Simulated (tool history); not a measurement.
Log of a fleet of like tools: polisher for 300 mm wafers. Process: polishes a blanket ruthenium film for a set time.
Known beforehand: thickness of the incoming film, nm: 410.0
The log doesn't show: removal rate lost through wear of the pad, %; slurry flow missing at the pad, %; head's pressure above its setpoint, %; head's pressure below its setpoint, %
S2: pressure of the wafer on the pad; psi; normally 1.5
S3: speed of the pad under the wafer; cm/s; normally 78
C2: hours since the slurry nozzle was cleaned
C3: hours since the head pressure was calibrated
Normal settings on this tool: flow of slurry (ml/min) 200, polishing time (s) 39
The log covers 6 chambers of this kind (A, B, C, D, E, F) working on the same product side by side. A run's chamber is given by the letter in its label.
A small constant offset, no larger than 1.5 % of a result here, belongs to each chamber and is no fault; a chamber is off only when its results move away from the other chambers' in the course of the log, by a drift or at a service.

-- hour=2.4 chamber F: worn pad replaced by a new one
run 1A hour=11.1 | flow_of_slurry_(ml/min)=200 S2=1.5 S3=78 polishing_time_(s)=39 | wafers_polished_on_this_pad=867 C2=347.3 C3=184.8 | film_removed_(nm)=22.286
run 2B hour=22.1 | flow_of_slurry_(ml/min)=200 S2=1.5 S3=78 polishing_time_(s)=39 | wafers_polished_on_this_pad=537 C2=213.2 C3=804.5 | film_removed_(nm)=21.939
run 3D hour=30.9 | flow_of_slurry_(ml/min)=200 S2=1.5 S3=78 polishing_time_(s)=39 | wafers_polished_on_this_pad=995 C2=72.3 C3=223.2 | film_removed_(nm)=22.038
-- hour=31.3 chamber A: slurry nozzle cleaned
run 4E hour=38.6 | flow_of_slurry_(ml/min)=200 S2=1.5 S3=78 polishing_time_(s)=39 | wafers_polished_on_this_pad=653 C2=875.5 C3=650.8 | film_removed_(nm)=21.89
run 5C hour=49.2 | flow_of_slurry_(ml/min)=200 S2=1.5 S3=78 polishing_time_(s)=39 | wafers_polished_on_this_pad=1037 C2=424.4 C3=330 | film_removed_(nm)=21.856
-- hour=49.3 chamber A: worn pad replaced by a new one
-- hour=54.5 chamber E: slurry nozzle cleaned
-- hour=59.4 chamber C: worn pad replaced by a new one
run 6F hour=59.8 | flow_of_slurry_(ml/min)=200 S2=1.5 S3=78 polishing_time_(s)=39 | wafers_polished_on_this_pad=660 C2=560 C3=233.5 | film_removed_(nm)=22.564
-- hour=64.2 chamber D: worn pad replaced by a new one
-- hour=70.7 chamber E: head pressure recalibrated
run 7C hour=72.7 | flow_of_slurry_(ml/min)=200 S2=1.5 S3=78 polishing_time_(s)=39 | wafers_polished_on_this_pad=153 C2=447.9 C3=353.5 | film_removed_(nm)=22.184
-- hour=75.9 chamber E: worn pad replaced by a new one
-- hour=77.5 chamber B: worn pad replaced by a new one
run 8F hour=85.7 | flow_of_slurry_(ml/min)=200 S2=1.5 S3=78 polishing_time_(s)=39 | wafers_polished_on_this_pad=958 C2=585.9 C3=259.4 | film_removed_(nm)=21.982
run 9B hour=99 | flow_of_slurry_(ml/min)=200 S2=1.5 S3=102 polishing_time_(s)=32 | wafers_polished_on_this_pad=247 C2=290.1 C3=881.4 | film_removed_(nm)=23.701
-- hour=105.7 chamber F: worn pad replaced by a new one
run 10E hour=112.3 | flow_of_slurry_(ml/min)=200 S2=1.5 S3=102 polishing_time_(s)=32 | wafers_polished_on_this_pad=419 C2=57.9 C3=41.6 | film_removed_(nm)=24.042
run 11D hour=123.2 | flow_of_slurry_(ml/min)=200 S2=1.5 S3=102 polishing_time_(s)=32 | wafers_polished_on_this_pad=679 C2=164.6 C3=315.5 | film_removed_(nm)=23.922
run 12A hour=129.4 | flow_of_slurry_(ml/min)=200 S2=1.5 S3=102 polishing_time_(s)=32 | wafers_polished_on_this_pad=922 C2=98.2 C3=303.1 | film_removed_(nm)=23.579
-- hour=139.6 chamber D: slurry nozzle cleaned
run 13D hour=141.1 | flow_of_slurry_(ml/min)=200 S2=1.5 S3=102 polishing_time_(s)=32 | wafers_polished_on_this_pad=885 C2=1.6 C3=333.4 | film_removed_(nm)=23.236
-- hour=144.4 chamber A: head pressure recalibrated
run 14C hour=147.3 | flow_of_slurry_(ml/min)=200 S2=1.5 S3=102 polishing_time_(s)=32 | wafers_polished_on_this_pad=1011 C2=522.5 C3=428.1 | film_removed_(nm)=23.756
run 15A hour=153.5 | flow_of_slurry_(ml/min)=200 S2=1.5 S3=78 polishing_time_(s)=39 | wafers_polished_on_this_pad=1199 C2=122.3 C3=9.2 | film_removed_(nm)=22.187
-- hour=160.1 chamber B: head pressure recalibrated
run 16B hour=162 | flow_of_slurry_(ml/min)=200 S2=1.5 S3=78 polishing_time_(s)=39 | wafers_polished_on_this_pad=972 C2=353.1 C3=1.9 | film_removed_(nm)=20.293
-- hour=164.1 chamber D: worn pad replaced by a new one
-- hour=165.1 chamber B: worn pad replaced by a new one
-- hour=165.2 chamber C: worn pad replaced by a new one
-- hour=169.4 chamber A: worn pad replaced by a new one
-- hour=169.7 chamber E: worn pad replaced by a new one
-- hour=170 chamber F: slurry nozzle cleaned
-- hour=170.3 chamber B: slurry nozzle cleaned
run 17F hour=175.2 | flow_of_slurry_(ml/min)=180 S2=1.5 S3=90 polishing_time_(s)=39 | wafers_polished_on_this_pad=800 C2=5.3 C3=348.9 | film_removed_(nm)=25.73
-- hour=184.9 chamber F: worn pad replaced by a new one
run 18E hour=184.9 | flow_of_slurry_(ml/min)=180 S2=1.5 S3=90 polishing_time_(s)=39 | wafers_polished_on_this_pad=175 C2=130.5 C3=114.2 | film_removed_(nm)=25.433
run 19A hour=195.2 | flow_of_slurry_(ml/min)=180 S2=1.5 S3=90 polishing_time_(s)=39 | wafers_polished_on_this_pad=297 C2=164 C3=50.9 | film_removed_(nm)=25.051
run 20F hour=208 | flow_of_slurry_(ml/min)=180 S2=1.5 S3=90 polishing_time_(s)=39 | wafers_polished_on_this_pad=266 C2=38.1 C3=381.7 | film_removed_(nm)=25.784
run 21E hour=217.1 | flow_of_slurry_(ml/min)=180 S2=1.5 S3=90 polishing_time_(s)=39 | wafers_polished_on_this_pad=545 C2=162.7 C3=146.4 | film_removed_(nm)=25.517
run 22B hour=230.7 | flow_of_slurry_(ml/min)=180 S2=1.5 S3=90 polishing_time_(s)=39 | wafers_polished_on_this_pad=755 C2=60.4 C3=70.6 | film_removed_(nm)=22.87
run 23C hour=241.8 | flow_of_slurry_(ml/min)=200 S2=1.5 S3=78 polishing_time_(s)=39 | wafers_polished_on_this_pad=881 C2=617 C3=522.6 | film_removed_(nm)=21.9
run 24D hour=251.2 | flow_of_slurry_(ml/min)=200 S2=1.5 S3=78 polishing_time_(s)=39 | wafers_polished_on_this_pad=1002 C2=111.7 C3=443.5 | film_removed_(nm)=22.211
-- hour=252.3 chamber E: worn pad replaced by a new one
-- hour=258.1 chamber C: worn pad replaced by a new one
run 25A hour=262.3 | flow_of_slurry_(ml/min)=200 S2=1.5 S3=78 polishing_time_(s)=39 | wafers_polished_on_this_pad=1069 C2=231.1 C3=118 | film_removed_(nm)=21.665
-- hour=264.5 chamber B: worn pad replaced by a new one
run 26C hour=272.6 | flow_of_slurry_(ml/min)=200 S2=1.5 S3=78 polishing_time_(s)=39 | wafers_polished_on_this_pad=167 C2=647.8 C3=553.4 | film_removed_(nm)=22.053
-- hour=273.9 chamber C: slurry nozzle cleaned
-- hour=277.7 chamber A: worn pad replaced by a new one
run 27F hour=280.5 | flow_of_slurry_(ml/min)=200 S2=1.5 S3=78 polishing_time_(s)=39 | wafers_polished_on_this_pad=1100 C2=110.6 C3=454.2 | film_removed_(nm)=22.437
-- hour=282.7 chamber F: worn pad replaced by a new one
-- hour=284.6 chamber D: worn pad replaced by a new one
run 28D hour=292.9 | flow_of_slurry_(ml/min)=200 S2=1.5 S3=78 polishing_time_(s)=39 | wafers_polished_on_this_pad=95 C2=153.4 C3=485.2 | film_removed_(nm)=22.279
run 29E hour=302 | flow_of_slurry_(ml/min)=200 S2=1.5 S3=78 polishing_time_(s)=39 | wafers_polished_on_this_pad=572 C2=247.6 C3=231.3 | film_removed_(nm)=22.62
-- hour=313.3 chamber F: head pressure recalibrated
run 30B hour=315.5 | flow_of_slurry_(ml/min)=200 S2=1.5 S3=78 polishing_time_(s)=39 | wafers_polished_on_this_pad=587 C2=145.2 C3=155.4 | film_removed_(nm)=20.278
run 31F hour=328.7 | flow_of_slurry_(ml/min)=200 S2=1.5 S3=70 polishing_time_(s)=45 | wafers_polished_on_this_pad=530 C2=158.8 C3=15.5 | film_removed_(nm)=23.13
run 32A hour=336.9 | flow_of_slurry_(ml/min)=200 S2=1.5 S3=70 polishing_time_(s)=45 | wafers_polished_on_this_pad=681 C2=305.7 C3=192.6 | film_removed_(nm)=22.952
-- hour=348.1 chamber B: worn pad replaced by a new one
run 33D hour=349.2 | flow_of_slurry_(ml/min)=200 S2=1.5 S3=70 polishing_time_(s)=45 | wafers_polished_on_this_pad=743 C2=209.7 C3=541.5 | film_removed_(nm)=23.151
-- hour=353.3 chamber C: worn pad replaced by a new one
-- hour=356.1 chamber E: worn pad replaced by a new one
run 34C hour=361.3 | flow_of_slurry_(ml/min)=200 S2=1.5 S3=70 polishing_time_(s)=45 | wafers_polished_on_this_pad=93 C2=87.4 C3=642.1 | film_removed_(nm)=22.754
-- hour=364.3 chamber D: slurry nozzle cleaned
-- hour=375 chamber F: worn pad replaced by a new one
run 35E hour=375.1 | flow_of_slurry_(ml/min)=200 S2=1.5 S3=70 polishing_time_(s)=45 | wafers_polished_on_this_pad=218 C2=320.7 C3=304.4 | film_removed_(nm)=23.006
-- hour=377.2 chamber A: worn pad replaced by a new one
run 36B hour=385 | flow_of_slurry_(ml/min)=200 S2=1.5 S3=70 polishing_time_(s)=45 | wafers_polished_on_this_pad=425 C2=214.7 C3=224.9 | film_removed_(nm)=21.338
run 37C hour=396.7 | flow_of_slurry_(ml/min)=200 S2=1.5 S3=78 polishing_time_(s)=39 | wafers_polished_on_this_pad=500 C2=122.8 C3=677.5 | film_removed_(nm)=21.885
-- hour=400.9 chamber D: worn pad replaced by a new one
run 38A hour=407.3 | flow_of_slurry_(ml/min)=200 S2=1.5 S3=78 polishing_time_(s)=39 | wafers_polished_on_this_pad=346 C2=376.1 C3=263 | film_removed_(nm)=22.163
run 39F hour=415.5 | flow_of_slurry_(ml/min)=200 S2=1.5 S3=94 polishing_time_(s)=29 | wafers_polished_on_this_pad=466 C2=245.6 C3=102.3 | film_removed_(nm)=19.816
run 40D hour=425.5 | flow_of_slurry_(ml/min)=200 S2=1.5 S3=94 polishing_time_(s)=29 | wafers_polished_on_this_pad=283 C2=61.2 C3=617.8 | film_removed_(nm)=19.999
-- hour=431.7 chamber B: worn pad replaced by a new one
run 41B hour=439.2 | flow_of_slurry_(ml/min)=200 S2=1.5 S3=94 polishing_time_(s)=29 | wafers_polished_on_this_pad=86 C2=268.9 C3=279.1 | film_removed_(nm)=18.2
-- hour=450 chamber E: worn pad replaced by a new one
run 42E hour=452.9 | flow_of_slurry_(ml/min)=200 S2=1.5 S3=94 polishing_time_(s)=29 | wafers_polished_on_this_pad=34 C2=398.5 C3=382.2 | film_removed_(nm)=19.969
run 43D hour=460.7 | flow_of_slurry_(ml/min)=200 S2=1.5 S3=94 polishing_time_(s)=29 | wafers_polished_on_this_pad=688 C2=96.4 C3=653 | film_removed_(nm)=19.663

Read the log: is a single chamber off, either drifting away or since a service, is the gauge that measures every chamber drifting, or is nothing wrong beyond small per-chamber offsets? Name any odd chamber and what most likely caused it.

The work done on chamber B during a service left it standing apart from the others.
What lies behind it: head's pressure below its setpoint, % = 8.25.

Here are 4 candidates for chamber B's next run, each the usual settings with a change, their results left as question marks. Which one brings its results back in line with what the others give on the usual settings?
To be in line, a result may differ from the other chambers' mean on the usual settings by at most: film removed (nm) 0.83
run 44B-1 hour=470.6 | flow_of_slurry_(ml/min)=200 S2=1.5 S3=78 polishing_time_(s)=36 | film_removed_(nm)=?
run 44B-2 hour=470.6 | flow_of_slurry_(ml/min)=200 S2=1.5 S3=80 polishing_time_(s)=39 | film_removed_(nm)=?
run 44B-3 hour=470.6 | flow_of_slurry_(ml/min)=200 S2=1.5 S3=78 polishing_time_(s)=38 | film_removed_(nm)=?
run 44B-4 hour=470.6 | flow_of_slurry_(ml/min)=200 S2=1.5 S3=84 polishing_time_(s)=39 | film_removed_(nm)=?

Usual-settings mean across the other chambers: film removed (nm) 22.205
run=44B-1 film_removed_(nm)=18.814
run=44B-2 film_removed_(nm)=20.901
run=44B-3 film_removed_(nm)=19.859
run=44B-4 film_removed_(nm)=21.938
The answer is 44B-4, which returns the chamber to within the allowed miss of the others.
